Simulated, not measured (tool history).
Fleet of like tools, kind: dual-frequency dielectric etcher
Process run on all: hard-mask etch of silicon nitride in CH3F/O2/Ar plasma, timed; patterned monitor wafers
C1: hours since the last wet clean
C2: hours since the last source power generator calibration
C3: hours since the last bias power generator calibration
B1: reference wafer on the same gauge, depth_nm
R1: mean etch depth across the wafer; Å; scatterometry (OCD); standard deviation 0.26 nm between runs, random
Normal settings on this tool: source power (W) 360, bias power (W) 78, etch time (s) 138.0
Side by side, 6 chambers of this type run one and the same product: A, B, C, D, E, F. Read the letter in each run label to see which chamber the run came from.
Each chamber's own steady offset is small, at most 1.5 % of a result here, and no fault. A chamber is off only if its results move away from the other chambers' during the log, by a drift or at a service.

At hour 2.7: chamber C: source power generator calibrated.
Run 1B, hour 9.5: usual settings; C1 178.9; C2 1790.3; C3 583.4; B1 101.46. Result: R1 960.29 Å.
Run 2D, hour 20.5: usual settings; C1 297.2; C2 732.6; C3 2286.2; B1 101.46. Result: R1 943.55 Å.
Run 3F, hour 31.0: usual settings; C1 177.0; C2 747.6; C3 1872.2; B1 101.44. Result: R1 947.48 Å.
Run 4C, hour 41.8: usual settings; C1 156.9; C2 39.1; C3 3157.1; B1 101.48. Result: R1 965.16 Å.
Run 5A, hour 51.6: usual settings; C1 388.3; C2 290.7; C3 2362.3; B1 101.50. Result: R1 958.32 Å.
Run 6E, hour 61.0: usual settings; C1 351.8; C2 1961.3; C3 742.5; B1 101.44. Result: R1 948.71 Å.
Run 7B, hour 70.0: usual settings; C1 239.4; C2 1850.8; C3 643.9; B1 101.48. Result: R1 959.58 Å.
Run 8E, hour 82.2: usual settings; C1 373.0; C2 1982.5; C3 763.7; B1 101.50. Result: R1 946.12 Å.
At hour 84.8: chamber A: wet clean of the chamber.
Run 9A, hour 90.5: usual settings; C1 5.8; C2 329.6; C3 2401.2; B1 101.53. Result: R1 954.46 Å.
Run 10C, hour 101.0: usual settings but source power (W) 300, etch time (s) 100.5; C1 216.1; C2 98.3; C3 3216.3; B1 101.50. Result: R1 654.40 Å.
At hour 108.5: chamber C: bias power generator calibrated.
Run 11D, hour 112.2: usual settings but source power (W) 300, etch time (s) 100.5; C1 388.9; C2 824.3; C3 2377.9; B1 101.52. Result: R1 641.80 Å.
Run 12F, hour 123.4: usual settings but source power (W) 300, etch time (s) 100.5; C1 269.4; C2 840.0; C3 1964.6; B1 101.50. Result: R1 643.70 Å.
Run 13A, hour 130.2: usual settings but source power (W) 300, etch time (s) 100.5; C1 45.5; C2 369.3; C3 2440.9; B1 101.45. Result: R1 649.64 Å.
At hour 139.1: chamber B: source power generator calibrated.
Run 14D, hour 139.1: usual settings but source power (W) 300, etch time (s) 100.5; C1 415.8; C2 851.2; C3 2404.8; B1 101.53. Result: R1 639.24 Å.
Run 15F, hour 149.2: usual settings but source power (W) 300, etch time (s) 100.5; C1 295.2; C2 865.8; C3 1990.4; B1 101.52. Result: R1 646.73 Å.
Run 16C, hour 162.3: usual settings; C1 277.4; C2 159.6; C3 53.9; B1 101.47. Result: R1 960.60 Å.
Run 17E, hour 173.4: usual settings but source power (W) 440, bias power (W) 93; C1 464.2; C2 2073.7; C3 854.9; B1 101.50. Result: R1 1086.40 Å.
Run 18B, hour 186.3: usual settings but source power (W) 440, bias power (W) 93; C1 355.7; C2 47.2; C3 760.2; B1 101.51. Result: R1 1100.50 Å.
Run 19D, hour 194.4: usual settings but source power (W) 440, bias power (W) 93; C1 471.1; C2 906.5; C3 2460.1; B1 101.55. Result: R1 1076.20 Å.
Run 20F, hour 202.4: usual settings but source power (W) 440, bias power (W) 93; C1 348.4; C2 919.0; C3 2043.6; B1 101.50. Result: R1 1086.00 Å.
Run 21B, hour 213.7: usual settings but source power (W) 440, bias power (W) 93; C1 383.1; C2 74.6; C3 787.6; B1 101.43. Result: R1 1101.40 Å.
Run 22E, hour 220.5: usual settings but source power (W) 440, bias power (W) 93; C1 511.3; C2 2120.8; C3 902.0; B1 101.45. Result: R1 1089.10 Å.
Run 23A, hour 233.8: usual settings; C1 149.1; C2 472.9; C3 2544.5; B1 101.51. Result: R1 959.32 Å.
At hour 234.9: chamber C: wet clean of the chamber.
Run 24C, hour 246.3: usual settings; C1 11.4; C2 243.6; C3 137.9; B1 101.50. Result: R1 961.16 Å.
Run 25D, hour 253.1: usual settings; C1 529.8; C2 965.2; C3 2518.8; B1 101.52. Result: R1 930.31 Å.
Run 26A, hour 263.1: usual settings; C1 178.4; C2 502.2; C3 2573.8; B1 101.48. Result: R1 955.94 Å.
Run 27B, hour 270.3: usual settings; C1 439.7; C2 131.2; C3 844.2; B1 101.53. Result: R1 958.18 Å.
Run 28F, hour 277.3: usual settings; C1 423.3; C2 993.9; C3 2118.5; B1 101.51. Result: R1 945.79 Å.
Run 29E, hour 290.1: usual settings; C1 580.9; C2 2190.4; C3 971.6; B1 101.56. Result: R1 951.94 Å.
Run 30C, hour 301.0: usual settings; C1 66.1; C2 298.3; C3 192.6; B1 101.53. Result: R1 962.13 Å.
Run 31A, hour 315.7: usual settings; C1 231.0; C2 554.8; C3 2626.4; B1 101.50. Result: R1 953.71 Å.
Run 32C, hour 324.1: usual settings but bias power (W) 71, etch time (s) 118.0; C1 89.2; C2 321.4; C3 215.7; B1 101.46. Result: R1 797.59 Å.
Run 33D, hour 337.6: usual settings but bias power (W) 71, etch time (s) 118.0; C1 614.3; C2 1049.7; C3 2603.3; B1 101.53. Result: R1 760.85 Å.
At hour 339.3: chamber E: wet clean of the chamber.
Run 34E, hour 345.6: usual settings but bias power (W) 71, etch time (s) 118.0; C1 6.3; C2 2245.9; C3 1027.1; B1 101.54. Result: R1 788.54 Å.
Run 35B, hour 352.9: usual settings but bias power (W) 71, etch time (s) 118.0; C1 522.3; C2 213.8; C3 926.8; B1 101.48. Result: R1 796.58 Å.
Run 36F, hour 361.2: usual settings but bias power (W) 71, etch time (s) 118.0; C1 507.2; C2 1077.8; C3 2202.4; B1 101.47. Result: R1 783.78 Å.
Run 37C, hour 372.7: usual settings but bias power (W) 71, etch time (s) 118.0; C1 137.8; C2 370.0; C3 264.3; B1 101.51. Result: R1 798.49 Å.
Run 38F, hour 381.0: usual settings but bias power (W) 72, etch time (s) 177.0; C1 527.0; C2 1097.6; C3 2222.2; B1 101.49. Result: R1 1186.80 Å.

Is one chamber off against the others, does the gauge drift, or is nothing wrong? If a chamber is off, say which, and what the likeliest cause is.

It is chamber D that slowly wanders off from its peers.
What lies behind it: etch rate under this chamber's usual, % = 3.05.

Here are 4 candidates for chamber D's next run, each the usual settings with a change, their results left as question marks. Which one brings its results back in line with what the others give on the usual settings?
To be in line, a result may differ from the other chambers' mean on the usual settings by at most: R1 9.20 Å
Run 39D-1, hour 391.9: usual settings but source power (W) 380, bias power (W) 82. Result: R1 ?.
Run 39D-2, hour 391.9: usual settings but bias power (W) 69. Result: R1 ?.
Run 39D-3, hour 391.9: usual settings but etch time (s) 135.5. Result: R1 ?.
Run 39D-4, hour 391.9: usual settings but etch time (s) 140.0. Result: R1 ?.

Usual-settings mean across the other chambers: R1 954.25 Å
  run      R1
39D-1  951.88
39D-2  877.17
39D-3  899.37
39D-4  929.24
The right change is 39D-1: it brings the chamber back within the allowed miss of the others.

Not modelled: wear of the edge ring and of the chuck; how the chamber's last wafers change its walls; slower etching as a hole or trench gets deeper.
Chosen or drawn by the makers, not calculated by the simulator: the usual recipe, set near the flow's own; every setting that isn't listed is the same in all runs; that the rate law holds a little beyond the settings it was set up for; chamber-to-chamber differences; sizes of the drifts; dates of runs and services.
